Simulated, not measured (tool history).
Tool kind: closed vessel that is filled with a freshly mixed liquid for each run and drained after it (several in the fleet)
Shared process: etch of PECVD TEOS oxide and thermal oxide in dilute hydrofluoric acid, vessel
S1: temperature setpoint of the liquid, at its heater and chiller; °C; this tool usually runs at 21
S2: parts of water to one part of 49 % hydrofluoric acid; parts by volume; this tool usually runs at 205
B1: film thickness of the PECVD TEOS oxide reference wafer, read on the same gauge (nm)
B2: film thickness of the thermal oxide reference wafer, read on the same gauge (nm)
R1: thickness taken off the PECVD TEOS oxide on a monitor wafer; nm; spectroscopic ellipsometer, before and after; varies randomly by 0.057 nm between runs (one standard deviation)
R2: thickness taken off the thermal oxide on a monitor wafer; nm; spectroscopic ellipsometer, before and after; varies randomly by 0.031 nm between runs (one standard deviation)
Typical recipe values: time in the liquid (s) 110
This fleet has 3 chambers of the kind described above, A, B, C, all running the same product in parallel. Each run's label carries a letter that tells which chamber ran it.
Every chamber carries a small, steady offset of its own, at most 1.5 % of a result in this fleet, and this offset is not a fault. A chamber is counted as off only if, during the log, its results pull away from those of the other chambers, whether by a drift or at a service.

Run 1C, hour 4: usual settings; B1 139.97; B2 109.95. Result: R1 8.8661 nm, R2 2.0644 nm.
Run 2A, hour 7.9: usual settings; B1 139.99; B2 110. Result: R1 8.7524 nm, R2 2.0596 nm.
Run 3B, hour 11.9: usual settings; B1 140.02; B2 109.96. Result: R1 8.9085 nm, R2 2.0229 nm.
Run 4A, hour 18.1: usual settings; B1 139.99; B2 110.02. Result: R1 8.6927 nm, R2 2.0254 nm.
Run 5C, hour 24.2: usual settings; B1 140.01; B2 110.06. Result: R1 8.7146 nm, R2 1.9472 nm.
Run 6B, hour 28.8: usual settings; B1 140.03; B2 109.98. Result: R1 8.9 nm, R2 2.0565 nm.
Run 7B, hour 33.4: usual settings; B1 139.99; B2 109.95. Result: R1 8.8947 nm, R2 2.032 nm.
Run 8A, hour 39.4: usual settings; B1 139.97; B2 110.05. Result: R1 8.7134 nm, R2 2.0066 nm.
Run 9C, hour 43.3: usual settings; B1 140.07; B2 109.95. Result: R1 8.7134 nm, R2 1.9825 nm.
Run 10A, hour 48.6: usual settings; B1 139.99; B2 109.97. Result: R1 8.6803 nm, R2 1.9802 nm.
Run 11B, hour 54.7: usual settings; B1 140.01; B2 110. Result: R1 8.9736 nm, R2 2.0111 nm.
Run 12C, hour 61.1: usual settings; B1 139.98; B2 110.03. Result: R1 8.4923 nm, R2 1.9495 nm.
Run 13B, hour 64.2: usual settings; B1 139.97; B2 110. Result: R1 8.9644 nm, R2 2.0386 nm.
Run 14C, hour 67.6: usual settings; B1 139.96; B2 110.02. Result: R1 8.5981 nm, R2 1.9707 nm.
Run 15A, hour 70.5: usual settings; B1 140.01; B2 109.97. Result: R1 8.7178 nm, R2 2.0628 nm.
Run 16B, hour 74.2: usual settings; B1 139.98; B2 109.96. Result: R1 8.9348 nm, R2 1.9811 nm.
Run 17A, hour 78.9: usual settings; B1 140.01; B2 109.98. Result: R1 8.7861 nm, R2 2.0402 nm.
Run 18C, hour 82.4: usual settings; B1 140.01; B2 110.06. Result: R1 8.4907 nm, R2 1.9741 nm.
Run 19B, hour 87.1: usual settings; B1 140.01; B2 109.99. Result: R1 8.9206 nm, R2 2.0775 nm.
Run 20A, hour 91.7: usual settings but S2 120 parts by volume, time in the liquid (s) 65; B1 139.99; B2 110.06. Result: R1 9.7159 nm, R2 2.2055 nm.
Run 21C, hour 97: usual settings but S2 120 parts by volume, time in the liquid (s) 65; B1 140.03; B2 110. Result: R1 9.4209 nm, R2 2.0934 nm.
Run 22A, hour 101.6: usual settings but S2 120 parts by volume, time in the liquid (s) 65; B1 139.97; B2 110.01. Result: R1 9.7194 nm, R2 2.279 nm.
Run 23C, hour 107.5: usual settings; B1 140.04; B2 109.96. Result: R1 8.2261 nm, R2 1.8906 nm.
At hour 113.2: chamber A: thermometer replaced.
Run 24B, hour 113.2: usual settings; B1 140.01; B2 110.01. Result: R1 8.9058 nm, R2 2.0187 nm.
Run 25C, hour 116.5: usual settings but S2 165 parts by volume; B1 140.01; B2 109.97. Result: R1 10.768 nm, R2 2.4688 nm.
Run 26A, hour 119.5: usual settings but S2 165 parts by volume; B1 139.97; B2 110.01. Result: R1 11.404 nm, R2 2.6097 nm.

All 3 chambers run these settings next. Forecast each chamber's results:
Run 27A, hour 124.1: usual settings but time in the liquid (s) 160. Result: R1 ?, R2 ?.
Run 27B, hour 124.1: usual settings but time in the liquid (s) 160. Result: R1 ?, R2 ?.
Run 27C, hour 124.1: usual settings but time in the liquid (s) 160. Result: R1 ?, R2 ?.

run      R1      R2
27A  12.872  2.9328
27B  13.207  2.9548
27C  11.923   2.718

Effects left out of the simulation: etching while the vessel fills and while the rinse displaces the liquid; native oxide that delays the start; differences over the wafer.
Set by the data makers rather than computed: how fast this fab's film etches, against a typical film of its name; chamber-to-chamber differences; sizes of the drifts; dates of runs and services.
